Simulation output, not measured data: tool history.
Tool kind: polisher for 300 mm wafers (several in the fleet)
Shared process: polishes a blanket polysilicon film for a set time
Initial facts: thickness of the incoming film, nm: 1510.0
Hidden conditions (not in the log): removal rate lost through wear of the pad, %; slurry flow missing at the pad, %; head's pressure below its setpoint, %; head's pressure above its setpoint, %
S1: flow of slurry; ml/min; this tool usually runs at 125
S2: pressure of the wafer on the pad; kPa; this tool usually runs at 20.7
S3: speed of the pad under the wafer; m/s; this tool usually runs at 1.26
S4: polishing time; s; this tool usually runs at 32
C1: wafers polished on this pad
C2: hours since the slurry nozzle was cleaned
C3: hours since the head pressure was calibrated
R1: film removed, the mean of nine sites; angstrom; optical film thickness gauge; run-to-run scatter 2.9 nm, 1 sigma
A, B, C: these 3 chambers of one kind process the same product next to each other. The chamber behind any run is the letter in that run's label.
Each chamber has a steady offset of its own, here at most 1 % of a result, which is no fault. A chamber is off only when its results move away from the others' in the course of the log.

run 1C hour=3.5 | S1=125 S2=20.7 S3=1.26 S4=32 | C1=372 C2=275.5 C3=349.3 | R1=3718.8
run 2B hour=7.5 | S1=125 S2=20.7 S3=1.26 S4=32 | C1=359 C2=496.3 C3=297.7 | R1=3637.0
run 3A hour=11.2 | S1=125 S2=20.7 S3=1.26 S4=32 | C1=865 C2=360.1 C3=455.9 | R1=3684.6
run 4B hour=14.1 | S1=125 S2=20.7 S3=1.26 S4=32 | C1=425 C2=502.9 C3=304.3 | R1=3701.8
-- hour=14.6 chamber C: worn pad replaced by a new one
-- hour=16.4 chamber A: worn pad replaced by a new one
run 5C hour=18.5 | S1=125 S2=20.7 S3=1.26 S4=32 | C1=40 C2=290.5 C3=364.3 | R1=3633.7
-- hour=19.4 chamber A: slurry nozzle cleaned
-- hour=21.2 chamber B: worn pad replaced by a new one
run 6A hour=22.1 | S1=125 S2=20.7 S3=1.26 S4=32 | C1=57 C2=2.8 C3=466.8 | R1=3724.4
run 7C hour=25.4 | S1=105 S2=20.7 S3=1.26 S4=43 | C1=109 C2=297.4 C3=371.2 | R1=4652.7
run 8B hour=29.2 | S1=105 S2=20.7 S3=1.26 S4=43 | C1=81 C2=518.0 C3=319.4 | R1=4808.5
-- hour=30.2 chamber C: head pressure recalibrated
run 9A hour=31.9 | S1=105 S2=20.7 S3=1.26 S4=43 | C1=156 C2=12.6 C3=476.6 | R1=4743.8
run 10C hour=36.1 | S1=125 S2=20.7 S3=1.26 S4=32 | C1=217 C2=308.1 C3=5.9 | R1=3964.8
run 11A hour=38.7 | S1=125 S2=20.7 S3=1.26 S4=32 | C1=225 C2=19.4 C3=483.4 | R1=3686.3
run 12B hour=43.1 | S1=125 S2=24.1 S3=1.44 S4=32 | C1=221 C2=531.9 C3=333.3 | R1=4901.6
run 13A hour=45.5 | S1=125 S2=24.1 S3=1.44 S4=32 | C1=293 C2=26.2 C3=490.2 | R1=4919.9
run 14C hour=48.4 | S1=125 S2=24.1 S3=1.44 S4=32 | C1=342 C2=320.4 C3=18.2 | R1=5246.7
run 15B hour=52.2 | S1=125 S2=20.7 S3=1.26 S4=32 | C1=313 C2=541.0 C3=342.4 | R1=3679.5
run 16B hour=54.1 | S1=125 S2=20.7 S3=1.26 S4=32 | C1=332 C2=542.9 C3=344.3 | R1=3699.6
run 17C hour=57.7 | S1=125 S2=20.7 S3=1.26 S4=32 | C1=435 C2=329.7 C3=27.5 | R1=3855.1
run 18A hour=62.0 | S1=125 S2=20.7 S3=1.26 S4=32 | C1=460 C2=42.7 C3=506.7 | R1=3642.6
run 19B hour=64.5 | S1=125 S2=20.7 S3=1.26 S4=32 | C1=437 C2=553.3 C3=354.7 | R1=3704.6
run 20C hour=67.2 | S1=125 S2=20.7 S3=1.26 S4=32 | C1=531 C2=339.2 C3=37.0 | R1=3933.2
-- hour=69.9 chamber C: worn pad replaced by a new one
run 21A hour=70.4 | S1=125 S2=20.7 S3=1.26 S4=32 | C1=545 C2=51.1 C3=515.1 | R1=3668.7
run 22B hour=74.4 | S1=125 S2=23.4 S3=1.26 S4=39 | C1=537 C2=563.2 C3=364.6 | R1=5095.0
run 23A hour=77.1 | S1=125 S2=23.4 S3=1.26 S4=39 | C1=612 C2=57.8 C3=521.8 | R1=5126.1
run 24C hour=79.4 | S1=125 S2=23.4 S3=1.26 S4=39 | C1=96 C2=351.4 C3=49.2 | R1=5440.3
run 25A hour=82.1 | S1=125 S2=20.7 S3=1.26 S4=32 | C1=663 C2=62.8 C3=526.8 | R1=3641.1
run 26C hour=85.5 | S1=125 S2=20.7 S3=1.26 S4=32 | C1=157 C2=357.5 C3=55.3 | R1=3897.8

All chambers now run identical settings, listed one chamber a line with results as question marks. What results will each chamber show?
run 27A hour=88.7 | S1=125 S2=20.7 S3=1.26 S4=32 | R1=?
run 27B hour=88.7 | S1=125 S2=20.7 S3=1.26 S4=32 | R1=?
run 27C hour=88.7 | S1=125 S2=20.7 S3=1.26 S4=32 | R1=?

run=27A R1=3677.9
run=27B R1=3679.1
run=27C R1=3916.4
